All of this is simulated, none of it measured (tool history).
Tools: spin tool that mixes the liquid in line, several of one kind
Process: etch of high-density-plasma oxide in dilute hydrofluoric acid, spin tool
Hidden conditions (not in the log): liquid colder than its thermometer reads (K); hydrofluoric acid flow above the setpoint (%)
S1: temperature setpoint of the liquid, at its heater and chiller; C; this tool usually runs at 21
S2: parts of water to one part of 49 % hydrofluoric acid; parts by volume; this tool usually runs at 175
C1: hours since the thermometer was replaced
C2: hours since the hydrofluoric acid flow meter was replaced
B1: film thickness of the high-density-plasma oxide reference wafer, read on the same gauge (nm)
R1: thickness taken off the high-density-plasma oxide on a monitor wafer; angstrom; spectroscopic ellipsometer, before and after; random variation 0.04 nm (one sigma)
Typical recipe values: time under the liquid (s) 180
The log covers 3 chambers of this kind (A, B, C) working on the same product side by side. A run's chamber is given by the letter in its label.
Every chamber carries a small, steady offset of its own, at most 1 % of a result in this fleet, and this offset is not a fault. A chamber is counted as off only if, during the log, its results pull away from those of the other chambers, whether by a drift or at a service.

Run 1B, hour 2.6: usual settings; C1 894.2; C2 1564.7; B1 119.98. Result: R1 50.805 angstrom.
Run 2C, hour 7: usual settings; C1 700.6; C2 2068.1; B1 120.01. Result: R1 51.744 angstrom.
Run 3A, hour 11.2: usual settings; C1 3101.6; C2 1045.4; B1 120.02. Result: R1 50.648 angstrom.
Run 4C, hour 15: usual settings; C1 708.6; C2 2076.1; B1 120.02. Result: R1 51.305 angstrom.
Run 5B, hour 18.1: usual settings; C1 909.7; C2 1580.2; B1 120.02. Result: R1 52.157 angstrom.
Run 6A, hour 22.1: usual settings but S1 25.5 C; C1 3112.5; C2 1056.3; B1 120. Result: R1 61.64 angstrom.
At hour 24.9: chamber B: thermometer replaced.
Run 7A, hour 26.1: usual settings but S1 25.5 C; C1 3116.5; C2 1060.3; B1 120.01. Result: R1 61.637 angstrom.
Run 8C, hour 28.2: usual settings but S1 25.5 C; C1 721.8; C2 2089.3; B1 120.03. Result: R1 61.472 angstrom.
Run 9B, hour 32.7: usual settings; C1 7.9; C2 1594.8; B1 119.98. Result: R1 51.443 angstrom.
Run 10A, hour 34.7: usual settings; C1 3125.1; C2 1068.9; B1 120.03. Result: R1 51.958 angstrom.
Run 11B, hour 37.7: usual settings; C1 12.9; C2 1599.8; B1 120.02. Result: R1 51.065 angstrom.
Run 12C, hour 40.7: usual settings; C1 734.3; C2 2101.8; B1 119.97. Result: R1 51.652 angstrom.
Run 13B, hour 45.2: usual settings but time under the liquid (s) 255; C1 20.4; C2 1607.3; B1 120. Result: R1 73.367 angstrom.
Run 14C, hour 48.7: usual settings but time under the liquid (s) 255; C1 742.3; C2 2109.8; B1 119.96. Result: R1 73.341 angstrom.
Run 15A, hour 52.3: usual settings but time under the liquid (s) 255; C1 3142.7; C2 1086.5; B1 120.05. Result: R1 74.712 angstrom.
Run 16B, hour 56.4: usual settings; C1 31.6; C2 1618.5; B1 119.97. Result: R1 51.977 angstrom.
Run 17A, hour 60.6: usual settings; C1 3151; C2 1094.8; B1 119.99. Result: R1 52.749 angstrom.
Run 18C, hour 63.1: usual settings; C1 756.7; C2 2124.2; B1 120. Result: R1 52.1 angstrom.
Run 19A, hour 66.1: usual settings; C1 3156.5; C2 1100.3; B1 120.02. Result: R1 53.049 angstrom.
Run 20C, hour 69.5: usual settings; C1 763.1; C2 2130.6; B1 120.04. Result: R1 50.945 angstrom.
Run 21B, hour 71.8: usual settings; C1 47; C2 1633.9; B1 120. Result: R1 51.479 angstrom.
Run 22C, hour 74.3: usual settings; C1 767.9; C2 2135.4; B1 120.01. Result: R1 51.979 angstrom.
Run 23A, hour 76.9: usual settings; C1 3167.3; C2 1111.1; B1 120.03. Result: R1 53.997 angstrom.
Run 24B, hour 79.4: usual settings; C1 54.6; C2 1641.5; B1 120.03. Result: R1 51.881 angstrom.
Run 25B, hour 82.9: usual settings; C1 58.1; C2 1645; B1 119.99. Result: R1 52.349 angstrom.

Is one chamber out of step, is the gauge drifting, or do the chambers differ by no more than their own small offsets? For an off chamber, give its letter and the likeliest cause.

It is chamber A that slowly wanders off from its peers.
Most likely cause: hydrofluoric acid flow above the setpoint (%) = 4.28.
From this log alone, it may not be told apart from: liquid hotter than its thermometer reads (K).

Here are 4 candidates for chamber A's next run, each the usual settings with a change, their results left as question marks. Which one brings its results back in line with what the others give on the usual settings?
To be in line, a result may differ from the other chambers' mean on the usual settings by at most: R1 1.4 angstrom
Run 26A-1, hour 86.2: usual settings but S2 180 parts by volume, time under the liquid (s) 170. Result: R1 ?.
Run 26A-2, hour 86.2: usual settings but S2 170 parts by volume, time under the liquid (s) 190. Result: R1 ?.
Run 26A-3, hour 86.2: usual settings but S1 20 C. Result: R1 ?.
Run 26A-4, hour 86.2: usual settings but time under the liquid (s) 190. Result: R1 ?.

The other chambers' mean on the usual settings: R1 51.699 angstrom
  run      R1
26A-1  49.613
26A-2  59.315
26A-3  52.202
26A-4  57.325
26A-3 brings the chamber back in line.

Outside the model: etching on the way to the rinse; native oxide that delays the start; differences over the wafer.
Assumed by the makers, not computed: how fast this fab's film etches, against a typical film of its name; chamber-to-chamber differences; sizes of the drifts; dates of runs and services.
